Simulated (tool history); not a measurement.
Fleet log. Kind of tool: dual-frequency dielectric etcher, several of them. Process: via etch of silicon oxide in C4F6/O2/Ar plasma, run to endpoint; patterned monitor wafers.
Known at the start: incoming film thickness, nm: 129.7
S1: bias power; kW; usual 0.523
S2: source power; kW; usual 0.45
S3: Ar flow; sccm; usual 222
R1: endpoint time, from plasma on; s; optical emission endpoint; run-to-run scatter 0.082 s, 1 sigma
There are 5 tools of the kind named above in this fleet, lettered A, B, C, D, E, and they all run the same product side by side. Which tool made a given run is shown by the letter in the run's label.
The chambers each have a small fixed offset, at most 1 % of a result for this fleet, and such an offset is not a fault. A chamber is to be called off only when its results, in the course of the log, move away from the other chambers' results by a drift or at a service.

{"run": "1C", "hour": 10.4, "S1": 0.523, "S2": 0.45, "S3": 222, "R1": 25.832}
{"run": "2D", "hour": 18.7, "S1": 0.523, "S2": 0.45, "S3": 222, "R1": 25.975}
{"run": "3B", "hour": 31.0, "S1": 0.523, "S2": 0.45, "S3": 222, "R1": 26.011}
{"run": "4A", "hour": 41.4, "S1": 0.523, "S2": 0.45, "S3": 222, "R1": 25.803}
{"run": "5E", "hour": 53.9, "S1": 0.523, "S2": 0.45, "S3": 222, "R1": 25.788}
{"run": "6D", "hour": 64.2, "S1": 0.523, "S2": 0.45, "S3": 222, "R1": 26.067}
{"hour": 73.6, "done": "chamber D: wet clean of the chamber"}
{"run": "7B", "hour": 74.8, "S1": 0.523, "S2": 0.55, "S3": 176, "R1": 23.445}
{"run": "8A", "hour": 84.6, "S1": 0.523, "S2": 0.55, "S3": 176, "R1": 23.253}
{"run": "9E", "hour": 94.0, "S1": 0.523, "S2": 0.55, "S3": 176, "R1": 23.505}
{"run": "10C", "hour": 102.8, "S1": 0.523, "S2": 0.55, "S3": 176, "R1": 23.553}
{"run": "11A", "hour": 113.4, "S1": 0.523, "S2": 0.55, "S3": 176, "R1": 23.158}
{"run": "12B", "hour": 120.3, "S1": 0.523, "S2": 0.45, "S3": 222, "R1": 26.026}
{"run": "13E", "hour": 128.5, "S1": 0.523, "S2": 0.45, "S3": 222, "R1": 25.923}
{"hour": 134.5, "done": "chamber D: source power generator calibrated"}
{"run": "14C", "hour": 137.4, "S1": 0.523, "S2": 0.45, "S3": 222, "R1": 25.947}
{"hour": 141.2, "done": "chamber E: wet clean of the chamber"}
{"run": "15D", "hour": 149.8, "S1": 0.523, "S2": 0.45, "S3": 222, "R1": 26.039}
{"hour": 155.1, "done": "chamber A: wet clean of the chamber"}
{"run": "16B", "hour": 161.8, "S1": 0.523, "S2": 0.45, "S3": 222, "R1": 26.045}
{"run": "17D", "hour": 176.1, "S1": 0.413, "S2": 0.35, "S3": 222, "R1": 31.132}
{"run": "18A", "hour": 183.6, "S1": 0.413, "S2": 0.35, "S3": 222, "R1": 31.11}
{"run": "19C", "hour": 195.5, "S1": 0.413, "S2": 0.35, "S3": 222, "R1": 30.487}
{"run": "20E", "hour": 202.5, "S1": 0.413, "S2": 0.35, "S3": 222, "R1": 31.091}
{"hour": 205.4, "done": "chamber C: source power generator calibrated"}
{"run": "21A", "hour": 216.5, "S1": 0.413, "S2": 0.35, "S3": 222, "R1": 31.002}
{"run": "22B", "hour": 228.0, "S1": 0.523, "S2": 0.45, "S3": 178, "R1": 25.477}
{"run": "23D", "hour": 235.5, "S1": 0.523, "S2": 0.45, "S3": 178, "R1": 25.58}
{"run": "24C", "hour": 249.4, "S1": 0.523, "S2": 0.45, "S3": 178, "R1": 24.908}
{"run": "25E", "hour": 256.0, "S1": 0.523, "S2": 0.45, "S3": 178, "R1": 25.309}
{"run": "26B", "hour": 264.2, "S1": 0.523, "S2": 0.45, "S3": 178, "R1": 25.443}
{"run": "27D", "hour": 274.1, "S1": 0.523, "S2": 0.45, "S3": 222, "R1": 25.968}
{"run": "28A", "hour": 287.1, "S1": 0.523, "S2": 0.45, "S3": 222, "R1": 25.865}
{"run": "29E", "hour": 301.6, "S1": 0.523, "S2": 0.45, "S3": 222, "R1": 25.896}
{"run": "30C", "hour": 311.8, "S1": 0.523, "S2": 0.49, "S3": 222, "R1": 24.455}

Read the log: is a single chamber off, either drifting away or since a service, is the gauge that measures every chamber drifting, or is nothing wrong beyond small per-chamber offsets? Name any odd chamber and what most likely caused it.

One chamber, C, drifts off from the rest bit by bit.
Likeliest cause: etch rate over this chamber's usual, % = 2.58.

Chamber C could run next with any of the 4 candidate recipes listed below; each alters the usual settings, and their results appear as question marks. Which one brings its results back in line with what the other chambers deliver on the usual settings?
Allowed miss from the other chambers' usual-settings mean, per result, to count as in line: R1 0.29 s
{"run": "31C-1", "hour": 322.2, "S1": 0.523, "S2": 0.45, "S3": 169, "R1": "?"}
{"run": "31C-2", "hour": 322.2, "S1": 0.523, "S2": 0.5, "S3": 214, "R1": "?"}
{"run": "31C-3", "hour": 322.2, "S1": 0.491, "S2": 0.42, "S3": 226, "R1": "?"}
{"run": "31C-4", "hour": 322.2, "S1": 0.505, "S2": 0.44, "S3": 224, "R1": "?"}

The other chambers' mean on the usual settings: R1 25.951 s
run=31C-1 R1=24.533
run=31C-2 R1=24.23
run=31C-3 R1=26.611
run=31C-4 R1=25.861
With 31C-4, the chamber falls back in line with the rest.
